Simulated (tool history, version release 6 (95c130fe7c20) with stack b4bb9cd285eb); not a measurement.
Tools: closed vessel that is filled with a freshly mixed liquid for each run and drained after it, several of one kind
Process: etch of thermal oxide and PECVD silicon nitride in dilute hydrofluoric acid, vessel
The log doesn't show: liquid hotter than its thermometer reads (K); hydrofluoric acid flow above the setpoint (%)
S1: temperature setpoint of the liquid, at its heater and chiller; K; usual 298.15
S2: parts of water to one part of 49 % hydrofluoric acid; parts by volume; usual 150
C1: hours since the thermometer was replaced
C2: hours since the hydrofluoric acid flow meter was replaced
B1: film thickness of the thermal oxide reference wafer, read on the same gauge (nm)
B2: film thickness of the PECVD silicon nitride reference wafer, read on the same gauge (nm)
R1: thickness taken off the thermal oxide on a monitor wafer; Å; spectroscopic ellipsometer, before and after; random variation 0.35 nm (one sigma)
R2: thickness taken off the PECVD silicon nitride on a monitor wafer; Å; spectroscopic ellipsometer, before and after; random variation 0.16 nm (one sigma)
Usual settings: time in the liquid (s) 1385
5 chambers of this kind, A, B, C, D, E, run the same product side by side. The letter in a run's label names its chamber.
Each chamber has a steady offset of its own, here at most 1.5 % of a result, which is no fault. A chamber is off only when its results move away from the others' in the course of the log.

Run 1A, day 0.158: usual settings; C1 1169.0; C2 292.1; B1 40.028; B2 140.02. Result: R1 421.87 Å, R2 261.60 Å.
Run 2D, day 0.479: usual settings; C1 1897.7; C2 169.8; B1 40.044; B2 139.99. Result: R1 418.27 Å, R2 263.54 Å.
Run 3B, day 0.754: usual settings; C1 156.7; C2 265.5; B1 39.966; B2 139.98. Result: R1 414.34 Å, R2 262.84 Å.
Run 4C, day 0.933: usual settings; C1 157.5; C2 270.3; B1 39.938; B2 139.97. Result: R1 426.37 Å, R2 263.23 Å.
Run 5E, day 1.192: usual settings; C1 1286.5; C2 327.5; B1 39.998; B2 140.00. Result: R1 423.44 Å, R2 258.19 Å.
Run 6C, day 1.404: usual settings; C1 168.8; C2 281.6; B1 39.960; B2 139.99. Result: R1 415.40 Å, R2 266.33 Å.
Run 7A, day 1.742: usual settings; C1 1207.0; C2 330.1; B1 39.989; B2 140.01. Result: R1 429.10 Å, R2 263.97 Å.
Run 8B, day 1.967: usual settings; C1 185.8; C2 294.6; B1 40.016; B2 140.00. Result: R1 415.14 Å, R2 263.14 Å.
Run 9E, day 2.188: usual settings; C1 1310.4; C2 351.4; B1 40.034; B2 140.04. Result: R1 419.81 Å, R2 261.13 Å.
Run 10D, day 2.429: usual settings but S2 190 parts by volume; C1 1944.5; C2 216.6; B1 40.041; B2 140.01. Result: R1 315.63 Å, R2 207.88 Å.
Run 11E, day 2.758: usual settings but S2 190 parts by volume; C1 1324.1; C2 365.1; B1 39.998; B2 140.02. Result: R1 317.90 Å, R2 205.04 Å.
Run 12C, day 2.912: usual settings but S2 190 parts by volume; C1 205.0; C2 317.8; B1 39.989; B2 140.00. Result: R1 323.21 Å, R2 207.84 Å.
Run 13D, day 3.229: usual settings but S2 190 parts by volume; C1 1963.7; C2 235.8; B1 40.045; B2 139.95. Result: R1 319.97 Å, R2 207.71 Å.
Run 14B, day 3.488: usual settings but S2 190 parts by volume; C1 222.3; C2 331.1; B1 40.001; B2 140.02. Result: R1 313.15 Å, R2 209.24 Å.
Run 15A, day 3.758: usual settings; C1 1255.4; C2 378.5; B1 39.999; B2 139.97. Result: R1 417.70 Å, R2 264.14 Å.
Run 16D, day 4.079: usual settings but time in the liquid (s) 1055; C1 1984.1; C2 256.2; B1 40.013; B2 139.99. Result: R1 318.14 Å, R2 202.88 Å.
Run 17C, day 4.283: usual settings but time in the liquid (s) 1055; C1 237.9; C2 350.7; B1 40.052; B2 139.99. Result: R1 324.97 Å, R2 201.00 Å.
Run 18B, day 4.550: usual settings but time in the liquid (s) 1055; C1 247.8; C2 356.6; B1 39.979; B2 140.03. Result: R1 311.45 Å, R2 198.14 Å.
Run 19A, day 4.825: usual settings but time in the liquid (s) 1055; C1 1281.0; C2 404.1; B1 40.028; B2 140.00. Result: R1 321.36 Å, R2 200.37 Å.
Run 20E, day 5.142: usual settings but time in the liquid (s) 1055; C1 1381.3; C2 422.3; B1 40.019; B2 139.98. Result: R1 331.38 Å, R2 209.88 Å.
Run 21C, day 5.304: usual settings but S1 294.65 K, time in the liquid (s) 2135; C1 262.4; C2 375.2; B1 39.999; B2 140.00. Result: R1 573.17 Å, R2 323.09 Å.
Run 22A, day 5.512: usual settings but S1 294.65 K, time in the liquid (s) 2135; C1 1297.5; C2 420.6; B1 39.949; B2 140.01. Result: R1 563.01 Å, R2 323.49 Å.
Run 23E, day 5.796: usual settings but S1 294.65 K, time in the liquid (s) 2135; C1 1397.0; C2 438.0; B1 39.975; B2 140.04. Result: R1 583.98 Å, R2 343.72 Å.
Run 24B, day 6.138: usual settings but S1 294.65 K, time in the liquid (s) 2135; C1 285.9; C2 394.7; B1 40.031; B2 139.99. Result: R1 557.54 Å, R2 323.18 Å.
Run 25D, day 6.317: usual settings but S1 294.65 K, time in the liquid (s) 2135; C1 2037.8; C2 309.9; B1 39.960; B2 139.97. Result: R1 554.65 Å, R2 326.16 Å.
Run 26A, day 6.529: usual settings; C1 1321.9; C2 445.0; B1 40.005; B2 139.97. Result: R1 426.91 Å, R2 262.72 Å.
Run 27C, day 6.825: usual settings; C1 298.9; C2 411.7; B1 40.008; B2 140.01. Result: R1 419.67 Å, R2 266.04 Å.
Run 28D, day 6.996: usual settings; C1 2054.1; C2 326.2; B1 40.022; B2 139.97. Result: R1 419.34 Å, R2 261.33 Å.
Run 29B, day 7.304: usual settings; C1 313.9; C2 422.7; B1 39.963; B2 140.01. Result: R1 408.31 Å, R2 260.46 Å.
Run 30E, day 7.508: usual settings; C1 1438.1; C2 479.1; B1 40.039; B2 140.07. Result: R1 444.03 Å, R2 289.54 Å.
Run 31C, day 7.829: usual settings but S2 195 parts by volume, time in the liquid (s) 1785; C1 323.0; C2 435.8; B1 39.963; B2 139.96. Result: R1 404.03 Å, R2 263.27 Å.
Run 32D, day 8.029: usual settings but S2 195 parts by volume, time in the liquid (s) 1785; C1 2078.9; C2 351.0; B1 39.940; B2 140.02. Result: R1 391.79 Å, R2 260.30 Å.
Run 33E, day 8.367: usual settings but S2 195 parts by volume, time in the liquid (s) 1785; C1 1458.7; C2 499.7; B1 40.051; B2 139.97. Result: R1 425.18 Å, R2 297.55 Å.
Run 34A, day 8.554: usual settings but S2 195 parts by volume, time in the liquid (s) 1785; C1 1370.5; C2 493.6; B1 40.028; B2 140.05. Result: R1 402.03 Å, R2 261.19 Å.
Run 35B, day 8.862: usual settings but S2 195 parts by volume, time in the liquid (s) 1785; C1 351.3; C2 460.1; B1 40.004; B2 139.98. Result: R1 395.03 Å, R2 259.08 Å.
Run 36D, day 9.062: usual settings; C1 2103.7; C2 375.8; B1 40.017; B2 139.96. Result: R1 418.63 Å, R2 261.49 Å.

Next, every chamber runs the same settings. What will each give?
Run 37A, day 9.308: usual settings. Result: R1 ?, R2 ?.
Run 37B, day 9.308: usual settings. Result: R1 ?, R2 ?.
Run 37C, day 9.308: usual settings. Result: R1 ?, R2 ?.
Run 37D, day 9.308: usual settings. Result: R1 ?, R2 ?.
Run 37E, day 9.308: usual settings. Result: R1 ?, R2 ?.

run      R1      R2
37A  429.59  262.81
37B  411.70  260.87
37C  424.27  265.92
37D  424.17  263.81
37E  453.81  305.89
